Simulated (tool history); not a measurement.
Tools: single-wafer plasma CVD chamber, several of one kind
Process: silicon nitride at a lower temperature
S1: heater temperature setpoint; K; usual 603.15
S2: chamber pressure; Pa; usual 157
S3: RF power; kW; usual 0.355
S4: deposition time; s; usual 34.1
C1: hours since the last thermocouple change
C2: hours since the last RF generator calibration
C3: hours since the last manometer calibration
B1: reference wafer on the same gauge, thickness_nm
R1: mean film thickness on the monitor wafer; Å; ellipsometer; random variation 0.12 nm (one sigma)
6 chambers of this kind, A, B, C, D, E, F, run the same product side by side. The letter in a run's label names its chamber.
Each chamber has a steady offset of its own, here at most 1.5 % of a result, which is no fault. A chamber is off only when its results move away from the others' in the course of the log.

{"run": "1D", "hour": 7.8, "S1": 603.15, "S2": 157, "S3": 0.355, "S4": 34.1, "C1": 2753.6, "C2": 833.7, "C3": 1290.8, "B1": 36.276, "R1": 412.75}
{"run": "2F", "hour": 19.9, "S1": 603.15, "S2": 157, "S3": 0.355, "S4": 34.1, "C1": 689.5, "C2": 997.2, "C3": 854.5, "B1": 36.287, "R1": 413.28}
{"run": "3C", "hour": 27.4, "S1": 603.15, "S2": 157, "S3": 0.355, "S4": 34.1, "C1": 494.3, "C2": 888.5, "C3": 1226.3, "B1": 36.311, "R1": 417.25}
{"run": "4B", "hour": 33.9, "S1": 603.15, "S2": 157, "S3": 0.355, "S4": 34.1, "C1": 424.5, "C2": 1319.3, "C3": 858.1, "B1": 36.283, "R1": 407.45}
{"run": "5A", "hour": 47.3, "S1": 603.15, "S2": 157, "S3": 0.355, "S4": 34.1, "C1": 387.6, "C2": 1109.3, "C3": 1451.1, "B1": 36.281, "R1": 412.84}
{"run": "6E", "hour": 59.8, "S1": 603.15, "S2": 157, "S3": 0.355, "S4": 34.1, "C1": 75.6, "C2": 597.3, "C3": 2349.6, "B1": 36.321, "R1": 412.26}
{"run": "7E", "hour": 65.9, "S1": 603.15, "S2": 157, "S3": 0.355, "S4": 34.1, "C1": 81.7, "C2": 603.4, "C3": 2355.7, "B1": 36.293, "R1": 413.53}
{"run": "8A", "hour": 74.4, "S1": 603.15, "S2": 193, "S3": 0.315, "S4": 34.1, "C1": 414.7, "C2": 1136.4, "C3": 1478.2, "B1": 36.302, "R1": 406.44}
{"run": "9D", "hour": 85.6, "S1": 603.15, "S2": 193, "S3": 0.315, "S4": 34.1, "C1": 2831.4, "C2": 911.5, "C3": 1368.6, "B1": 36.313, "R1": 404.69}
{"run": "10F", "hour": 95.2, "S1": 603.15, "S2": 193, "S3": 0.315, "S4": 34.1, "C1": 764.8, "C2": 1072.5, "C3": 929.8, "B1": 36.277, "R1": 406.41}
{"hour": 104.0, "done": "chamber F: RF generator calibrated"}
{"run": "11C", "hour": 107.1, "S1": 603.15, "S2": 193, "S3": 0.315, "S4": 34.1, "C1": 574.0, "C2": 968.2, "C3": 1306.0, "B1": 36.267, "R1": 411.72}
{"run": "12B", "hour": 116.4, "S1": 603.15, "S2": 193, "S3": 0.315, "S4": 34.1, "C1": 507.0, "C2": 1401.8, "C3": 940.6, "B1": 36.28, "R1": 399.2}
{"run": "13E", "hour": 127.9, "S1": 603.15, "S2": 193, "S3": 0.315, "S4": 34.1, "C1": 143.7, "C2": 665.4, "C3": 2417.7, "B1": 36.27, "R1": 405.21}
{"hour": 133.2, "done": "chamber B: capacitance manometer re-zeroed and calibrated"}
{"run": "14D", "hour": 135.0, "S1": 603.15, "S2": 157, "S3": 0.355, "S4": 34.1, "C1": 2880.8, "C2": 960.9, "C3": 1418.0, "B1": 36.315, "R1": 410.76}
{"hour": 139.1, "done": "chamber D: thermocouple changed; heater temperature recalibrated"}
{"run": "15B", "hour": 141.3, "S1": 603.15, "S2": 157, "S3": 0.355, "S4": 34.1, "C1": 531.9, "C2": 1426.7, "C3": 8.2, "B1": 36.306, "R1": 407.1}
{"run": "16F", "hour": 153.2, "S1": 603.15, "S2": 157, "S3": 0.355, "S4": 34.1, "C1": 822.8, "C2": 49.3, "C3": 987.8, "B1": 36.31, "R1": 412.24}
{"run": "17C", "hour": 164.2, "S1": 603.15, "S2": 157, "S3": 0.355, "S4": 34.1, "C1": 631.1, "C2": 1025.3, "C3": 1363.1, "B1": 36.277, "R1": 419.81}
{"run": "18A", "hour": 170.9, "S1": 603.15, "S2": 157, "S3": 0.355, "S4": 34.1, "C1": 511.2, "C2": 1232.9, "C3": 1574.7, "B1": 36.285, "R1": 413.86}
{"run": "19F", "hour": 183.3, "S1": 603.15, "S2": 157, "S3": 0.355, "S4": 34.1, "C1": 852.9, "C2": 79.4, "C3": 1017.9, "B1": 36.314, "R1": 410.88}
{"run": "20B", "hour": 196.3, "S1": 603.15, "S2": 157, "S3": 0.355, "S4": 34.1, "C1": 586.9, "C2": 1481.7, "C3": 63.2, "B1": 36.317, "R1": 406.18}
{"run": "21C", "hour": 208.2, "S1": 603.15, "S2": 157, "S3": 0.355, "S4": 34.1, "C1": 675.1, "C2": 1069.3, "C3": 1407.1, "B1": 36.32, "R1": 416.43}
{"run": "22D", "hour": 214.6, "S1": 603.15, "S2": 157, "S3": 0.355, "S4": 34.1, "C1": 75.5, "C2": 1040.5, "C3": 1497.6, "B1": 36.301, "R1": 413.41}
{"run": "23E", "hour": 227.3, "S1": 603.15, "S2": 157, "S3": 0.355, "S4": 34.1, "C1": 243.1, "C2": 764.8, "C3": 2517.1, "B1": 36.316, "R1": 412.41}
{"run": "24A", "hour": 238.4, "S1": 603.15, "S2": 157, "S3": 0.355, "S4": 34.1, "C1": 578.7, "C2": 1300.4, "C3": 1642.2, "B1": 36.303, "R1": 411.3}
{"hour": 246.4, "done": "chamber D: capacitance manometer re-zeroed and calibrated"}
{"run": "25E", "hour": 251.3, "S1": 603.15, "S2": 157, "S3": 0.355, "S4": 34.1, "C1": 267.1, "C2": 788.8, "C3": 2541.1, "B1": 36.292, "R1": 413.21}
{"run": "26D", "hour": 257.8, "S1": 603.15, "S2": 157, "S3": 0.355, "S4": 34.1, "C1": 118.7, "C2": 1083.7, "C3": 11.4, "B1": 36.28, "R1": 414.21}
{"run": "27C", "hour": 267.6, "S1": 603.15, "S2": 157, "S3": 0.355, "S4": 34.1, "C1": 734.5, "C2": 1128.7, "C3": 1466.5, "B1": 36.306, "R1": 416.85}
{"run": "28B", "hour": 275.3, "S1": 603.15, "S2": 132, "S3": 0.355, "S4": 34.1, "C1": 665.9, "C2": 1560.7, "C3": 142.2, "B1": 36.28, "R1": 386.12}
{"hour": 275.8, "done": "chamber A: RF generator calibrated"}
{"hour": 279.6, "done": "chamber E: capacitance manometer re-zeroed and calibrated"}
{"run": "29F", "hour": 288.3, "S1": 603.15, "S2": 132, "S3": 0.355, "S4": 34.1, "C1": 957.9, "C2": 184.4, "C3": 1122.9, "B1": 36.281, "R1": 390.27}
{"hour": 298.8, "done": "chamber F: thermocouple changed; heater temperature recalibrated"}
{"run": "30A", "hour": 299.4, "S1": 603.15, "S2": 132, "S3": 0.355, "S4": 34.1, "C1": 639.7, "C2": 23.6, "C3": 1703.2, "B1": 36.322, "R1": 391.3}
{"run": "31F", "hour": 306.9, "S1": 603.15, "S2": 132, "S3": 0.355, "S4": 34.1, "C1": 8.1, "C2": 203.0, "C3": 1141.5, "B1": 36.29, "R1": 391.49}
{"run": "32D", "hour": 313.4, "S1": 603.15, "S2": 132, "S3": 0.355, "S4": 34.1, "C1": 174.3, "C2": 1139.3, "C3": 67.0, "B1": 36.271, "R1": 391.23}
{"hour": 320.4, "done": "chamber A: capacitance manometer re-zeroed and calibrated"}
{"run": "33B", "hour": 326.3, "S1": 603.15, "S2": 132, "S3": 0.355, "S4": 34.1, "C1": 716.9, "C2": 1611.7, "C3": 193.2, "B1": 36.3, "R1": 386.76}
{"run": "34C", "hour": 336.0, "S1": 603.15, "S2": 157, "S3": 0.355, "S4": 34.1, "C1": 802.9, "C2": 1197.1, "C3": 1534.9, "B1": 36.281, "R1": 418.5}
{"run": "35A", "hour": 343.0, "S1": 603.15, "S2": 157, "S3": 0.355, "S4": 34.1, "C1": 683.3, "C2": 67.2, "C3": 22.7, "B1": 36.306, "R1": 412.7}
{"run": "36E", "hour": 351.2, "S1": 603.15, "S2": 157, "S3": 0.355, "S4": 34.1, "C1": 367.0, "C2": 888.7, "C3": 71.7, "B1": 36.303, "R1": 413.42}
{"run": "37A", "hour": 362.3, "S1": 603.15, "S2": 157, "S3": 0.355, "S4": 34.1, "C1": 702.6, "C2": 86.5, "C3": 42.0, "B1": 36.287, "R1": 410.18}
{"run": "38B", "hour": 370.1, "S1": 603.15, "S2": 157, "S3": 0.355, "S4": 34.1, "C1": 760.7, "C2": 1655.5, "C3": 237.0, "B1": 36.273, "R1": 406.6}
{"run": "39F", "hour": 377.3, "S1": 603.15, "S2": 157, "S3": 0.355, "S4": 30.8, "C1": 78.5, "C2": 273.4, "C3": 1211.9, "B1": 36.299, "R1": 370.82}

Next, every chamber runs the same settings. What will each give?
{"run": "40A", "hour": 387.0, "S1": 603.15, "S2": 157, "S3": 0.355, "S4": 36.2, "R1": "?"}
{"run": "40B", "hour": 387.0, "S1": 603.15, "S2": 157, "S3": 0.355, "S4": 36.2, "R1": "?"}
{"run": "40C", "hour": 387.0, "S1": 603.15, "S2": 157, "S3": 0.355, "S4": 36.2, "R1": "?"}
{"run": "40D", "hour": 387.0, "S1": 603.15, "S2": 157, "S3": 0.355, "S4": 36.2, "R1": "?"}
{"run": "40E", "hour": 387.0, "S1": 603.15, "S2": 157, "S3": 0.355, "S4": 36.2, "R1": "?"}
{"run": "40F", "hour": 387.0, "S1": 603.15, "S2": 157, "S3": 0.355, "S4": 36.2, "R1": "?"}

run=40A R1=436.20
run=40B R1=432.19
run=40C R1=442.70
run=40D R1=438.63
run=40E R1=437.14
run=40F R1=436.63
